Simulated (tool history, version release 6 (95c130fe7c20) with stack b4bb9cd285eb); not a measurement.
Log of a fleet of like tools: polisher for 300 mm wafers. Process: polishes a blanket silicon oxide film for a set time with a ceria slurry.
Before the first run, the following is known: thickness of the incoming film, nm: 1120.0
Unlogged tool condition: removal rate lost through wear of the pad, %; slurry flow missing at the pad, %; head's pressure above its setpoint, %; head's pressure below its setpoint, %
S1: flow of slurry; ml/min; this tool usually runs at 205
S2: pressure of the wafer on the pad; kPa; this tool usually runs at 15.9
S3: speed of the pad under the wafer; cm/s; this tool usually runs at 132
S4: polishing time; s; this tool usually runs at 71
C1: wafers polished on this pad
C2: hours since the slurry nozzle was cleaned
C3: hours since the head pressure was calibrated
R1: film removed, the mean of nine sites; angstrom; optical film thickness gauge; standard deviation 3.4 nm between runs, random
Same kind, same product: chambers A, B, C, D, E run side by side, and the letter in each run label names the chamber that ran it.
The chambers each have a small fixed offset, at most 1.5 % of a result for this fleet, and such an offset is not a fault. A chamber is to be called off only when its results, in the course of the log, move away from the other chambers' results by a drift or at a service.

Run 1A, day 0.296: usual settings; C1 500; C2 25.9; C3 112.1. Result: R1 3342.1 angstrom.
Run 2E, day 0.600: usual settings; C1 1070; C2 50.0; C3 274.7. Result: R1 3412.3 angstrom.
Run 3D, day 0.946: usual settings; C1 1007; C2 327.4; C3 601.8. Result: R1 3297.1 angstrom.
At day 1.029: chamber D: worn pad replaced by a new one.
At day 1.321: chamber E: worn pad replaced by a new one.
Run 4B, day 1.433: usual settings; C1 756; C2 131.0; C3 817.5. Result: R1 3389.3 angstrom.
Run 5C, day 1.738: usual settings; C1 781; C2 685.7; C3 107.5. Result: R1 3499.4 angstrom.
At day 1.817: chamber A: worn pad replaced by a new one.
At day 1.912: chamber B: worn pad replaced by a new one.
Run 6C, day 2.075: usual settings; C1 894; C2 693.8; C3 115.6. Result: R1 3466.4 angstrom.
Run 7E, day 2.438: usual settings; C1 375; C2 94.1; C3 318.8. Result: R1 3432.1 angstrom.
At day 2.633: chamber C: worn pad replaced by a new one.
At day 2.725: chamber D: head pressure recalibrated.
Run 8B, day 2.833: usual settings but S1 170 ml/min; C1 308; C2 164.6; C3 851.1. Result: R1 3383.1 angstrom.
Run 9A, day 3.162: usual settings but S1 170 ml/min; C1 452; C2 94.7; C3 180.9. Result: R1 3303.9 angstrom.
Run 10D, day 3.579: usual settings but S1 170 ml/min; C1 856; C2 390.6; C3 20.6. Result: R1 3280.4 angstrom.
At day 3.742: chamber D: worn pad replaced by a new one.
Run 11B, day 3.946: usual settings but S1 170 ml/min; C1 682; C2 191.3; C3 877.8. Result: R1 3360.8 angstrom.
Run 12E, day 4.400: usual settings but S1 170 ml/min; C1 1033; C2 141.2; C3 365.9. Result: R1 3284.0 angstrom.
Run 13A, day 4.879: usual settings; C1 1028; C2 135.9; C3 222.1. Result: R1 3383.2 angstrom.
At day 5.046: chamber A: worn pad replaced by a new one.
Run 14D, day 5.158: usual settings; C1 476; C2 428.5; C3 58.5. Result: R1 3395.8 angstrom.
At day 5.183: chamber C: worn pad replaced by a new one.
At day 5.200: chamber B: worn pad replaced by a new one.
Run 15C, day 5.425: usual settings; C1 81; C2 774.2; C3 196.0. Result: R1 3473.0 angstrom.
Run 16A, day 5.700: usual settings; C1 220; C2 155.6; C3 241.8. Result: R1 3363.4 angstrom.
Run 17B, day 6.092: usual settings; C1 299; C2 242.8; C3 929.3. Result: R1 3434.6 angstrom.
At day 6.233: chamber E: worn pad replaced by a new one.
Run 18D, day 6.571: usual settings; C1 949; C2 462.4; C3 92.4. Result: R1 3310.6 angstrom.
Run 19E, day 6.850: usual settings; C1 207; C2 200.0; C3 424.7. Result: R1 3425.6 angstrom.
At day 6.888: chamber D: worn pad replaced by a new one.
Run 20C, day 7.104: usual settings; C1 644; C2 814.5; C3 236.3. Result: R1 3420.9 angstrom.
Run 21E, day 7.496: usual settings but S2 14.5 kPa; C1 424; C2 215.5; C3 440.2. Result: R1 3078.6 angstrom.
At day 7.679: chamber E: head pressure recalibrated.
At day 7.779: chamber A: worn pad replaced by a new one.
At day 7.783: chamber C: worn pad replaced by a new one.
Run 22C, day 7.812: usual settings but S2 14.5 kPa; C1 10; C2 831.5; C3 253.3. Result: R1 3130.4 angstrom.
Run 23A, day 8.092: usual settings but S2 14.5 kPa; C1 105; C2 213.0; C3 299.2. Result: R1 3112.0 angstrom.
Run 24B, day 8.396: usual settings but S2 14.5 kPa; C1 1072; C2 298.1; C3 984.6. Result: R1 3066.9 angstrom.
At day 8.554: chamber B: worn pad replaced by a new one.
At day 8.767: chamber B: head pressure recalibrated.
Run 25D, day 8.883: usual settings but S2 14.5 kPa; C1 670; C2 517.9; C3 147.9. Result: R1 3098.8 angstrom.
At day 9.017: chamber C: slurry nozzle cleaned.
Run 26A, day 9.317: usual settings; C1 516; C2 242.4; C3 328.6. Result: R1 3438.8 angstrom.
At day 9.367: chamber D: worn pad replaced by a new one.
Run 27C, day 9.667: usual settings; C1 632; C2 15.6; C3 297.8. Result: R1 3478.2 angstrom.
Run 28D, day 10.100: usual settings but S4 52 s; C1 247; C2 547.1; C3 177.1. Result: R1 2521.5 angstrom.
At day 10.442: chamber A: worn pad replaced by a new one.
Run 29B, day 10.562: usual settings but S4 52 s; C1 675; C2 350.1; C3 43.1. Result: R1 2779.5 angstrom.
At day 10.696: chamber E: worn pad replaced by a new one.
Run 30E, day 11.004: usual settings but S4 52 s; C1 104; C2 299.7; C3 79.8. Result: R1 2494.4 angstrom.
At day 11.050: chamber C: worn pad replaced by a new one.
At day 11.233: chamber B: worn pad replaced by a new one.
Run 31E, day 11.388: usual settings but S4 52 s; C1 232; C2 308.9; C3 89.0. Result: R1 2454.1 angstrom.
Run 32D, day 11.892: usual settings but S4 52 s; C1 848; C2 590.1; C3 220.1. Result: R1 2484.6 angstrom.
At day 11.908: chamber D: worn pad replaced by a new one.
Run 33A, day 12.150: usual settings; C1 573; C2 310.4; C3 396.6. Result: R1 3383.6 angstrom.
Run 34C, day 12.562: usual settings; C1 508; C2 85.1; C3 367.3. Result: R1 3452.2 angstrom.
Run 35B, day 12.975: usual settings but S3 98 cm/s; C1 584; C2 408.0; C3 101.0. Result: R1 2841.2 angstrom.
Run 36E, day 13.417: usual settings but S3 98 cm/s; C1 913; C2 357.6; C3 137.7. Result: R1 2547.3 angstrom.
Run 37B, day 13.858: usual settings but S3 98 cm/s; C1 880; C2 429.2; C3 122.2. Result: R1 2854.7 angstrom.
Run 38D, day 14.308: usual settings but S3 98 cm/s; C1 805; C2 648.1; C3 278.1. Result: R1 2470.8 angstrom.

Next, all 5 chambers run the settings below, one line each with question marks for the results. What does each chamber give?
Run 39A, day 14.696: usual settings. Result: R1 ?.
Run 39B, day 14.696: usual settings. Result: R1 ?.
Run 39C, day 14.696: usual settings. Result: R1 ?.
Run 39D, day 14.696: usual settings. Result: R1 ?.
Run 39E, day 14.696: usual settings. Result: R1 ?.

run      R1
39A  3448.0
39B  3873.1
39C  3418.8
39D  3384.6
39E  3434.0

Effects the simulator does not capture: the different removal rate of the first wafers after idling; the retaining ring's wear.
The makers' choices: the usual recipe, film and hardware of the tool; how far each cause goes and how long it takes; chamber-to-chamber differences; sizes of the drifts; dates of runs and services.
